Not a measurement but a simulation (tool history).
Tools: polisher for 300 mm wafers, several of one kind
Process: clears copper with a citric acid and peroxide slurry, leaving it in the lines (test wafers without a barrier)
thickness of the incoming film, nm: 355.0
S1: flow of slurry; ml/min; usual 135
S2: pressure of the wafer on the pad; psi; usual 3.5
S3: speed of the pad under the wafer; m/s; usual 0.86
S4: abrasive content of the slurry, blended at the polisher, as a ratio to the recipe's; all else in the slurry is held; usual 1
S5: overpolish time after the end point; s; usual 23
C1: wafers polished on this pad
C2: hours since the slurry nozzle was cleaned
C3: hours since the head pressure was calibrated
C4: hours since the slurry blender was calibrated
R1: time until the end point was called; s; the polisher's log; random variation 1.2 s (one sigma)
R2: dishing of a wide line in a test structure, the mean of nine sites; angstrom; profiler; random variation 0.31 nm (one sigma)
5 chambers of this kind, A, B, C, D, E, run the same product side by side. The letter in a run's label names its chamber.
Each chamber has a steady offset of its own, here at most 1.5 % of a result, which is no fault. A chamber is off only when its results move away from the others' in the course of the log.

run,hour,S1,S2,S3,S4,S5,C1,C2,C3,C4,R1,R2
1C,13.6,135,3.5,0.86,1,23,261,22.1,49.8,67.2,152.03,317.51
2A,28.2,135,3.5,0.86,1,23,1310,168,125.2,138.6,150.97,310.78
3E,37.5,135,3.5,0.86,1,23,479,317.1,855.9,260,149.11,316.88
4B,47.7,135,3.5,0.86,1,23,942,186.5,992.4,290.4,148.6,312.61
# hour 50.3: chamber A: slurry blender recalibrated
5D,60.4,135,3.5,0.86,1,23,604,278.7,795.5,126.8,151.12,316.29
# hour 62.2: chamber B: slurry nozzle cleaned
# hour 66.3: chamber A: worn pad replaced by a new one
6E,67.1,135,3.5,0.86,1,23,700,346.7,885.5,289.6,152.41,314.14
# hour 68.2: chamber D: slurry nozzle cleaned
7C,78,135,3.5,0.86,1,23,742,86.5,114.2,131.6,153.76,310.25
# hour 81.6: chamber B: head pressure recalibrated
8B,85.1,135,3.5,0.86,1,23,1221,22.9,3.5,327.8,151.41,312.58
# hour 86.2: chamber B: worn pad replaced by a new one
# hour 93.9: chamber D: worn pad replaced by a new one
9D,96.8,100,2.5,0.86,1,23,22,28.6,831.9,163.2,223.41,227.24
# hour 107: chamber C: slurry blender recalibrated
# hour 108.7: chamber E: slurry blender recalibrated
10A,110.3,100,2.5,0.86,1,23,328,250.1,207.3,60,227.33,229.57
11C,117.3,100,2.5,0.86,1,23,1035,125.8,153.5,10.4,228.29,228.69
# hour 119: chamber E: worn pad replaced by a new one
# hour 121.4: chamber C: worn pad replaced by a new one
12D,124.3,100,2.5,0.86,1,23,227,56.1,859.4,190.7,224.61,232.63
13E,133.2,100,2.5,0.86,1,23,106,412.8,951.6,24.5,224.96,230.77
14A,145.6,135,3.5,0.86,1,23,592,285.4,242.6,95.3,150.77,306.39
15B,156,135,3.5,0.86,1,23,521,93.8,74.4,398.7,150.3,315.33
16D,168.9,135,3.5,0.86,1,23,560,100.7,904,235.3,151.43,315.85
17C,179.5,135,3.5,0.86,1,23,434,188,215.7,72.6,149.6,311.05
# hour 189.9: chamber B: slurry blender recalibrated
# hour 191.3: chamber E: head pressure recalibrated
18E,193.5,135,3.5,0.86,1,23,556,473.1,2.3,84.8,152.04,316.8
19A,200.7,135,4.2,0.86,1,37,1003,340.5,297.7,150.4,125.64,461.07
20B,211.2,135,4.2,0.86,1,37,934,149,129.6,21.4,127.35,472.86
# hour 215.9: chamber D: worn pad replaced by a new one
21C,223,135,4.2,0.86,1,37,758,231.5,259.2,116.1,124.97,466.06
# hour 229.2: chamber C: slurry blender recalibrated
# hour 230.7: chamber A: slurry blender recalibrated
22E,233.1,135,4.2,0.86,1,37,852,512.7,41.9,124.4,127.7,471.51
# hour 237.1: chamber D: slurry blender recalibrated
23D,242.5,135,4.2,0.86,1,37,199,174.3,977.6,5.5,124.64,467.89
# hour 242.6: chamber E: worn pad replaced by a new one
# hour 243: chamber B: worn pad replaced by a new one
24B,256.6,135,3.5,0.86,1,23,102,194.4,175,66.8,151.15,310.34
# hour 258.9: chamber C: worn pad replaced by a new one
25A,270.3,135,3.5,0.86,1,23,1523,410.1,367.3,39.6,152.65,307.91
# hour 280: chamber A: worn pad replaced by a new one
26E,280,95,3.5,1,1,23,279,559.6,88.8,171.3,141.63,327.36
27D,292.5,95,3.5,1,1,23,572,224.3,1027.6,55.5,139.55,329.09
# hour 302.8: chamber B: slurry nozzle cleaned
28C,303.3,95,3.5,1,1,23,331,311.8,339.5,74.2,141.21,325.46
29B,312.7,95,3.5,1,1,23,521,10,231.1,122.9,141.02,329.91
# hour 317.3: chamber A: slurry nozzle cleaned
30A,324,95,3.5,1,1,23,329,6.8,421,93.3,141.81,328
31C,333,135,3.5,0.86,1,23,553,341.5,369.2,103.9,151.89,308.58
32B,344.3,135,3.5,0.86,1,23,757,41.6,262.7,154.5,148.81,310.91
33A,356.8,135,3.5,0.86,1,23,574,39.6,453.8,126.1,152.34,308.4

What goes on in this fleet: one chamber off, a drifting gauge, or nothing beyond the chambers' own small offsets? Name the chamber and the cause, if any.

No chamber stands off beyond its own small offset, and the gauge holds steady.
